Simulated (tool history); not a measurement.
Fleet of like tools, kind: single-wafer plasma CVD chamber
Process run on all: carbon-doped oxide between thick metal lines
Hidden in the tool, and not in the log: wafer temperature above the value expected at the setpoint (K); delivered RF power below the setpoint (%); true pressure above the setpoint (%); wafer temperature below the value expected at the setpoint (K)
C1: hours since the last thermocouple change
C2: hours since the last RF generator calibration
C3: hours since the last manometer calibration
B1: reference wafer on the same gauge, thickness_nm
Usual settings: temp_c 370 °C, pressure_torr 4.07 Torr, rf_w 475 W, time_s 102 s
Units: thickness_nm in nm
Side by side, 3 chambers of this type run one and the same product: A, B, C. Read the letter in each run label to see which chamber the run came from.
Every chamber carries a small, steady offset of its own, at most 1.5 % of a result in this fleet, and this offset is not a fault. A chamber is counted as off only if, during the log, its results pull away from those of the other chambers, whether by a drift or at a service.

Run 1A, hour 3.3: usual settings; C1 22.7; C2 1140.3; C3 1191.7; B1 391.2. Result: thickness_nm 454.97 nm.
Run 2C, hour 7: usual settings; C1 773.5; C2 498.5; C3 1442.8; B1 391.03. Result: thickness_nm 464.77 nm.
Run 3B, hour 12.1: usual settings; C1 1121.5; C2 293.8; C3 1974.7; B1 390.81. Result: thickness_nm 456.78 nm.
Run 4B, hour 16: usual settings; C1 1125.4; C2 297.7; C3 1978.6; B1 391. Result: thickness_nm 455.37 nm.
Run 5A, hour 20.3: usual settings; C1 39.7; C2 1157.3; C3 1208.7; B1 391.31. Result: thickness_nm 456.18 nm.
Run 6C, hour 23.3: usual settings; C1 789.8; C2 514.8; C3 1459.1; B1 390.92. Result: thickness_nm 468.16 nm.
Run 7A, hour 26.4: usual settings; C1 45.8; C2 1163.4; C3 1214.8; B1 391.18. Result: thickness_nm 457.14 nm.
Run 8C, hour 29.4: usual settings; C1 795.9; C2 520.9; C3 1465.2; B1 391.38. Result: thickness_nm 462.51 nm.
Run 9B, hour 34.7: usual settings; C1 1144.1; C2 316.4; C3 1997.3; B1 390.84. Result: thickness_nm 452.1 nm.
Run 10C, hour 38.7: usual settings; C1 805.2; C2 530.2; C3 1474.5; B1 391.21. Result: thickness_nm 462.09 nm.
Run 11B, hour 43.5: usual settings but temp_c 362 °C; C1 1152.9; C2 325.2; C3 2006.1; B1 390.95. Result: thickness_nm 459.78 nm.
Run 12A, hour 47.1: usual settings but temp_c 362 °C; C1 66.5; C2 1184.1; C3 1235.5; B1 390.96. Result: thickness_nm 462.55 nm.
Run 13C, hour 50.1: usual settings but temp_c 362 °C; C1 816.6; C2 541.6; C3 1485.9; B1 390.97. Result: thickness_nm 469.99 nm.
Run 14B, hour 54.7: usual settings; C1 1164.1; C2 336.4; C3 2017.3; B1 391.02. Result: thickness_nm 446.2 nm.
Run 15A, hour 58: usual settings; C1 77.4; C2 1195; C3 1246.4; B1 390.7. Result: thickness_nm 453.45 nm.
Run 16A, hour 62.5: usual settings; C1 81.9; C2 1199.5; C3 1250.9; B1 391.05. Result: thickness_nm 455.1 nm.
Run 17B, hour 65.5: usual settings; C1 1174.9; C2 347.2; C3 2028.1; B1 391.15. Result: thickness_nm 446.37 nm.
Run 18C, hour 70.4: usual settings; C1 836.9; C2 561.9; C3 1506.2; B1 391.03. Result: thickness_nm 463.27 nm.
Run 19A, hour 75.4: usual settings; C1 94.8; C2 1212.4; C3 1263.8; B1 391.09. Result: thickness_nm 456.06 nm.
Run 20C, hour 79.4: usual settings; C1 845.9; C2 570.9; C3 1515.2; B1 390.74. Result: thickness_nm 464.2 nm.
Run 21B, hour 83.6: usual settings; C1 1193; C2 365.3; C3 2046.2; B1 391.28. Result: thickness_nm 438.87 nm.
Run 22A, hour 87.5: usual settings; C1 106.9; C2 1224.5; C3 1275.9; B1 390.87. Result: thickness_nm 457.99 nm.
Run 23B, hour 90.6: usual settings; C1 1200; C2 372.3; C3 2053.2; B1 391.15. Result: thickness_nm 434.28 nm.
Run 24C, hour 95: usual settings; C1 861.5; C2 586.5; C3 1530.8; B1 390.87. Result: thickness_nm 463.59 nm.

Next, all 3 chambers run the settings below, one line each with question marks for the results. What does each chamber give?
Run 25A, hour 98.9: usual settings. Result: thickness_nm ?.
Run 25B, hour 98.9: usual settings. Result: thickness_nm ?.
Run 25C, hour 98.9: usual settings. Result: thickness_nm ?.

run  thickness_nm
25A        453.58
25B        431.94
25C        462.64
